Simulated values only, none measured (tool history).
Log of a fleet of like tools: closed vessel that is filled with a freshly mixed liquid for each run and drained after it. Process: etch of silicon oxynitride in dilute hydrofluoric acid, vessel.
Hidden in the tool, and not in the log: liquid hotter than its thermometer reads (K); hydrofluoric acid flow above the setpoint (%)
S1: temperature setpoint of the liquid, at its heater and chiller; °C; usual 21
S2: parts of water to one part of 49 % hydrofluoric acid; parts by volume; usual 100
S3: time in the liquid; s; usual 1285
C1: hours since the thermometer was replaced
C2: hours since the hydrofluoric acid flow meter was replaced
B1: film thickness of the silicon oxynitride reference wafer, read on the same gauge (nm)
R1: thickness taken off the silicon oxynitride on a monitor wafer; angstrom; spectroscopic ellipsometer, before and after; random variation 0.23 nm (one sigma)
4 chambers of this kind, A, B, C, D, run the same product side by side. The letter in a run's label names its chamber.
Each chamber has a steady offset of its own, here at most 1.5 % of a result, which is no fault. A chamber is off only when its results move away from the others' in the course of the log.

run	hour	S1	S2	S3	C1	C2	B1	R1
1B	9	21	100	1285	2323.7	1350.7	120	284.94
2D	17.1	21	100	1285	1215.8	343.1	120.02	297.76
3C	23.8	21	100	1285	1419.4	309.8	119.99	293.82
4A	32.8	21	100	1285	1742.2	670.5	119.98	289.4
5D	44.6	21	100	1285	1243.3	370.6	119.97	287.17
6B	56.2	21	100	1285	2370.9	1397.9	120	290.8
# hour 61.9: chamber C: thermometer replaced
7C	70.2	21	100	1285	8.4	356.2	120.03	296.04
8A	78.5	21	100	1285	1787.9	716.2	119.97	292.83
9B	91.4	21	100	1285	2406.1	1433.1	120	294.41
10D	103.5	21	100	1285	1302.2	429.5	119.98	291.28
# hour 106.8: chamber A: hydrofluoric acid flow meter replaced
11A	110.2	21	100	1285	1819.6	3.4	120.01	295.28
# hour 112.7: chamber B: thermometer replaced
12C	120.4	21	100	1285	58.6	406.4	120	294
# hour 123.4: chamber B: hydrofluoric acid flow meter replaced
13C	130.4	21	100	1285	68.6	416.4	120.01	292.62
14D	144.1	21	100	1285	1342.8	470.1	119.99	291.47
15A	157.9	25.5	60	1285	1867.3	51.1	119.95	613.21
16B	169.6	25.5	60	1285	57	46.2	120	612.69
17A	181.4	25.5	60	1285	1890.8	74.6	119.98	627.85
18B	194.1	25.5	60	1285	81.5	70.7	119.99	613.88
19C	204	21	100	1285	142.2	490	119.99	293.35
20D	214.1	21	100	1285	1412.8	540.1	119.98	294.51
21A	224.7	21	120	970	1934.1	117.9	119.99	179.02
22C	239.4	21	120	970	177.6	525.4	120.02	180.55
23D	249.6	21	120	970	1448.3	575.6	120.01	181.37
24B	256.6	21	120	970	144	133.2	120.02	178.54
25A	267.4	21	100	1285	1976.8	160.6	120.01	294.85
26B	280.9	21	100	1285	168.3	157.5	119.99	286.44
27D	288.4	23.5	100	1285	1487.1	614.4	120.02	330.17
28C	302.4	23.5	100	1285	240.6	588.4	119.98	329.62
# hour 310.1: chamber D: hydrofluoric acid flow meter replaced
29C	317.5	23.5	100	1285	255.7	603.5	120	331.63
30D	326.5	23.5	100	1285	1525.2	16.5	119.98	326.96
31B	333.9	22.5	100	1285	221.3	210.5	119.94	310.91
32A	341.2	22.5	100	1285	2050.6	234.4	120	316.72
# hour 344.7: chamber D: thermometer replaced
33A	348.6	22.5	100	1285	2058	241.8	120.06	313.46
34C	363.4	22.5	100	1285	301.6	649.4	119.98	317.36
35B	376.4	21	100	1285	263.8	253	120.01	289.64
36D	389.8	21	100	1285	45.1	79.8	120.03	296.51
37B	401.7	23.5	100	1285	289.1	278.3	119.98	322.14
38A	413.3	23.5	100	1285	2122.7	306.5	119.96	327.95
39D	427.3	23.5	100	1285	82.6	117.3	119.97	331.78
40C	439.1	23.5	100	1285	377.3	725.1	119.98	325.51
41B	452.6	21	100	1285	340	329.2	120	288.86
42C	467.8	21	100	1285	406	753.8	120	292.09

What goes on in this fleet: one chamber off, a drifting gauge, or nothing beyond the chambers' own small offsets? Name the chamber and the cause, if any.

No chamber stands off beyond its own small offset, and the gauge holds steady.
